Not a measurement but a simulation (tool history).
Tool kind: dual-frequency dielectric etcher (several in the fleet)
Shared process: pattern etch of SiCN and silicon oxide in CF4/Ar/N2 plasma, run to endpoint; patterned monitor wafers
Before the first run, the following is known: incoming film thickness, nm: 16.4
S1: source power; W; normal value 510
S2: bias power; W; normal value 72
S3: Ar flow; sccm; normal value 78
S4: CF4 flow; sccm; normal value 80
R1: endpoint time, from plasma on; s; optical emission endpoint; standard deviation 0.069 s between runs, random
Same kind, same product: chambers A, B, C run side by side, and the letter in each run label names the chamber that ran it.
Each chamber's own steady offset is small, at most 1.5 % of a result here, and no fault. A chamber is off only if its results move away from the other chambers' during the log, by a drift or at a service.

At hour 2.0: chamber A: wet clean of the chamber.
Run 1C, hour 2.0: usual settings. Result: R1 16.334 s.
Run 2A, hour 4.7: usual settings. Result: R1 16.170 s.
Run 3B, hour 7.6: usual settings. Result: R1 16.314 s.
Run 4B, hour 9.4: usual settings. Result: R1 16.316 s.
Run 5A, hour 11.7: usual settings. Result: R1 16.155 s.
Run 6C, hour 15.4: usual settings but S2 78 W, S3 86 sccm. Result: R1 16.125 s.
Run 7A, hour 19.0: usual settings but S2 78 W, S3 86 sccm. Result: R1 15.956 s.
Run 8C, hour 22.6: usual settings but S2 78 W, S3 86 sccm. Result: R1 16.095 s.
Run 9B, hour 26.1: usual settings. Result: R1 16.395 s.
Run 10A, hour 30.3: usual settings. Result: R1 16.069 s.
Run 11B, hour 33.9: usual settings. Result: R1 16.387 s.
Run 12C, hour 36.3: usual settings. Result: R1 16.439 s.
Run 13A, hour 38.5: usual settings. Result: R1 16.322 s.
Run 14C, hour 42.1: usual settings. Result: R1 16.266 s.
Run 15B, hour 45.6: usual settings. Result: R1 16.357 s.
Run 16C, hour 48.8: usual settings. Result: R1 16.254 s.
At hour 50.2: chamber A: source power generator calibrated.
Run 17A, hour 51.9: usual settings. Result: R1 15.831 s.
Run 18B, hour 55.5: usual settings. Result: R1 16.409 s.
Run 19C, hour 57.8: usual settings. Result: R1 16.305 s.
Run 20B, hour 60.1: usual settings. Result: R1 16.406 s.
Run 21A, hour 63.6: usual settings. Result: R1 15.842 s.
Run 22C, hour 66.1: usual settings but S3 66 sccm. Result: R1 15.941 s.
Run 23A, hour 68.6: usual settings but S3 66 sccm. Result: R1 15.567 s.
Run 24B, hour 71.0: usual settings but S3 66 sccm. Result: R1 16.014 s.
Run 25C, hour 74.7: usual settings. Result: R1 16.347 s.
Run 26B, hour 77.2: usual settings. Result: R1 16.288 s.
Run 27A, hour 79.9: usual settings. Result: R1 15.741 s.
Run 28B, hour 83.5: usual settings. Result: R1 16.470 s.
Run 29A, hour 85.5: usual settings. Result: R1 15.722 s.
Run 30C, hour 89.7: usual settings. Result: R1 16.248 s.
Run 31A, hour 93.6: usual settings. Result: R1 15.785 s.
Run 32B, hour 95.4: usual settings. Result: R1 16.400 s.

All chambers now run identical settings, listed one chamber a line with results as question marks. What results will each chamber show?
Run 33A, hour 98.4: usual settings. Result: R1 ?.
Run 33B, hour 98.4: usual settings. Result: R1 ?.
Run 33C, hour 98.4: usual settings. Result: R1 ?.

run      R1
33A  15.850
33B  16.469
33C  16.307
